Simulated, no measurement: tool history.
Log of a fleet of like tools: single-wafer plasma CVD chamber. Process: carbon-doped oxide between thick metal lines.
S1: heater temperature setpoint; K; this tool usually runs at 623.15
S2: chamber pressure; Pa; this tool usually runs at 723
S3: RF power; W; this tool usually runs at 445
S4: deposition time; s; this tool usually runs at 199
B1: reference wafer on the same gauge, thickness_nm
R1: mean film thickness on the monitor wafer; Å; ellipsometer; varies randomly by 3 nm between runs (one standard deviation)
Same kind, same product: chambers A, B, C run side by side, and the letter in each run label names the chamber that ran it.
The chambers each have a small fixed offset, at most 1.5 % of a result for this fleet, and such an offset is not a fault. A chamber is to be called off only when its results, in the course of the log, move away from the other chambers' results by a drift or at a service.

run   hour      S1   S2   S3   S4      B1      R1
 1B    4.8  623.15  723  445  199  1066.7  9564.5
 2A    8.5  623.15  723  445  199  1066.4  9457.3
 3C   11.4  623.15  723  445  199  1066.7    9402
 4C   16.7  623.15  723  445  199  1066.8  9361.4
 5A   19.9  623.15  723  445  199  1067.1    9401
 6B   23.9  623.15  723  445  199    1067  9513.2
 7C   29.5  623.15  723  445  199  1066.5  9375.3
 8A   33.7  623.15  723  445  199  1066.9  9483.3
 9B   39.7  623.15  723  445  199  1066.2  9521.2
10A   42.5  623.15  723  385  199  1067.2  8551.5
11B   47.4  623.15  723  385  199  1067.2  8533.7
12C   52.4  623.15  723  385  199  1066.8  8391.5
13C   57.5  623.15  723  445  199  1067.1  9368.5
14B   61.7  623.15  723  445  199  1067.4  9485.9
        67  -- chamber B: thermocouple changed; heater temperature recalibrated
15A   67.3  623.15  723  445  176  1066.3  8345.6
16B   71.6  623.15  723  445  176  1067.2    8439
17C   77.3  623.15  723  445  176  1067.7  8167.2
18A     83  623.15  723  445  199  1067.3  9419.6
19C   88.6  613.15  859  445  199  1067.6  9698.2
20A   92.4  613.15  859  445  199  1066.6  9940.2
21B   95.7  613.15  859  445  199  1066.6  9984.2
22A  101.4  623.15  723  445  199  1066.4  9471.8
23B  105.6  623.15  723  445  199  1066.8  9537.5
24C  110.6  623.15  723  445  199  1067.6  9047.2
25B  113.8  623.15  723  445  199  1066.4  9478.2
26A  118.1  623.15  723  445  199  1067.3    9444
27C  121.2  623.15  723  445  199  1066.9  9017.9
28B  126.6  623.15  616  415  199  1066.8  8778.7
29C  129.5  623.15  616  415  199  1067.1  8335.6

All 3 chambers run these settings next. Forecast each chamber's results:
30A  133.8  619.15  723  445  199       ?
30B  133.8  619.15  723  445  199       ?
30C  133.8  619.15  723  445  199       ?

run      R1
30A  9566.8
30B  9659.5
30C  9084.6
